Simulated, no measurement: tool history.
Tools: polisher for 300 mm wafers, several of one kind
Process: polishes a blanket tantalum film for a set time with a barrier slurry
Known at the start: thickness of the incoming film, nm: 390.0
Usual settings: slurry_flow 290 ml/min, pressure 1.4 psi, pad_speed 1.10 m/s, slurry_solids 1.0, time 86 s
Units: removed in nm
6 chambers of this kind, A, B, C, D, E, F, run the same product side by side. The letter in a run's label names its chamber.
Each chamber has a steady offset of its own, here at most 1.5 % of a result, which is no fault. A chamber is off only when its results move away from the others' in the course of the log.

| run | hour | slurry_flow | pressure | pad_speed | slurry_solids | time | removed |
|---|---|---|---|---|---|---|---|
| 1E | 3.6 | 290 | 1.4 | 1.10 | 1.0 | 86 | 115.860 |
|  | 5.2 | chamber A: worn pad replaced by a new one |
| 2C | 7.3 | 290 | 1.4 | 1.10 | 1.0 | 86 | 115.120 |
|  | 9.5 | chamber C: worn pad replaced by a new one |
| 3F | 10.5 | 290 | 1.4 | 1.10 | 1.0 | 86 | 118.880 |
| 4B | 14.1 | 290 | 1.4 | 1.10 | 1.0 | 86 | 113.260 |
|  | 16.0 | chamber B: worn pad replaced by a new one |
| 5D | 19.5 | 290 | 1.1 | 1.10 | 0.8 | 86 | 82.484 |
| 6A | 23.9 | 290 | 1.1 | 1.10 | 0.8 | 86 | 87.421 |
| 7E | 28.4 | 290 | 1.1 | 1.10 | 0.8 | 86 | 87.323 |
| 8A | 33.0 | 290 | 1.1 | 1.10 | 0.8 | 86 | 84.890 |
|  | 36.8 | chamber B: slurry blender recalibrated |
| 9B | 37.9 | 290 | 1.1 | 1.10 | 0.8 | 86 | 83.827 |
|  | 40.1 | chamber E: head pressure recalibrated |
| 10D | 44.5 | 290 | 1.1 | 1.10 | 0.8 | 86 | 82.657 |
|  | 48.9 | chamber D: worn pad replaced by a new one |
|  | 50.7 | chamber C: slurry nozzle cleaned |
| 11C | 51.3 | 290 | 1.4 | 1.10 | 1.0 | 86 | 113.570 |
| 12F | 56.3 | 290 | 1.4 | 1.10 | 1.0 | 86 | 116.790 |
|  | 57.2 | chamber C: head pressure recalibrated |
| 13E | 61.5 | 290 | 1.4 | 1.10 | 1.0 | 86 | 116.820 |
| 14F | 67.2 | 290 | 1.4 | 1.10 | 1.0 | 86 | 116.880 |
|  | 68.2 | chamber D: slurry nozzle cleaned |
|  | 70.9 | chamber A: slurry blender recalibrated |
| 15A | 74.2 | 290 | 1.7 | 1.10 | 1.0 | 86 | 143.170 |
|  | 78.6 | chamber A: worn pad replaced by a new one |
| 16D | 78.6 | 290 | 1.7 | 1.10 | 1.0 | 86 | 138.560 |
| 17C | 82.3 | 290 | 1.7 | 1.10 | 1.0 | 86 | 139.610 |
| 18B | 88.5 | 290 | 1.7 | 1.10 | 1.0 | 86 | 138.800 |
| 19B | 92.4 | 290 | 1.7 | 1.10 | 1.0 | 86 | 138.840 |
|  | 96.1 | chamber D: slurry blender recalibrated |
| 20A | 96.6 | 290 | 1.7 | 1.10 | 1.0 | 86 | 143.830 |
|  | 97.9 | chamber F: head pressure recalibrated |
|  | 98.7 | chamber F: worn pad replaced by a new one |
| 21F | 101.9 | 290 | 1.4 | 1.10 | 1.0 | 86 | 128.260 |
| 22D | 107.1 | 290 | 1.4 | 1.10 | 1.0 | 86 | 114.190 |
|  | 109.1 | chamber D: worn pad replaced by a new one |
|  | 113.4 | chamber F: slurry blender recalibrated |
| 23E | 114.0 | 290 | 1.4 | 1.10 | 1.0 | 86 | 113.850 |
| 24C | 121.3 | 290 | 1.4 | 1.10 | 1.0 | 86 | 115.150 |
| 25F | 128.6 | 290 | 1.4 | 1.10 | 1.0 | 86 | 130.260 |
| 26C | 133.3 | 290 | 1.4 | 1.10 | 1.0 | 86 | 112.600 |
| 27B | 137.0 | 290 | 1.4 | 1.32 | 1.2 | 86 | 143.130 |
|  | 139.5 | chamber E: worn pad replaced by a new one |
| 28D | 143.6 | 290 | 1.4 | 1.32 | 1.2 | 86 | 146.420 |
| 29A | 148.7 | 290 | 1.4 | 1.32 | 1.2 | 86 | 141.460 |
|  | 151.9 | chamber B: worn pad replaced by a new one |
|  | 154.3 | chamber A: worn pad replaced by a new one |
| 30E | 155.1 | 290 | 1.4 | 1.32 | 1.2 | 86 | 148.340 |
| 31C | 161.3 | 290 | 1.4 | 1.32 | 1.2 | 86 | 144.790 |
|  | 165.4 | chamber D: worn pad replaced by a new one |
| 32A | 168.0 | 290 | 1.4 | 1.32 | 1.2 | 86 | 145.590 |
| 33E | 174.4 | 290 | 1.4 | 1.10 | 1.0 | 86 | 117.600 |
| 34B | 179.5 | 290 | 1.4 | 1.10 | 1.0 | 86 | 114.110 |
|  | 180.8 | chamber E: slurry blender recalibrated |
| 35F | 184.1 | 290 | 1.4 | 1.10 | 1.0 | 86 | 132.050 |
|  | 188.8 | chamber F: worn pad replaced by a new one |
| 36D | 189.1 | 360 | 1.4 | 1.10 | 1.0 | 77 | 104.720 |
| 37E | 193.0 | 360 | 1.4 | 1.10 | 1.0 | 77 | 105.650 |
| 38A | 196.2 | 360 | 1.4 | 1.10 | 1.0 | 77 | 103.590 |
| 39F | 203.2 | 360 | 1.4 | 1.10 | 1.0 | 77 | 116.770 |

All 6 chambers run these settings next. Forecast each chamber's results:
| 40A | 208.5 | 290 | 1.4 | 1.10 | 1.0 | 86 | ? |
| 40B | 208.5 | 290 | 1.4 | 1.10 | 1.0 | 86 | ? |
| 40C | 208.5 | 290 | 1.4 | 1.10 | 1.0 | 86 | ? |
| 40D | 208.5 | 290 | 1.4 | 1.10 | 1.0 | 86 | ? |
| 40E | 208.5 | 290 | 1.4 | 1.10 | 1.0 | 86 | ? |
| 40F | 208.5 | 290 | 1.4 | 1.10 | 1.0 | 86 | ? |

| run | removed |
|---|---|
| 40A | 115.910 |
| 40B | 110.930 |
| 40C | 113.430 |
| 40D | 112.620 |
| 40E | 118.300 |
| 40F | 130.480 |
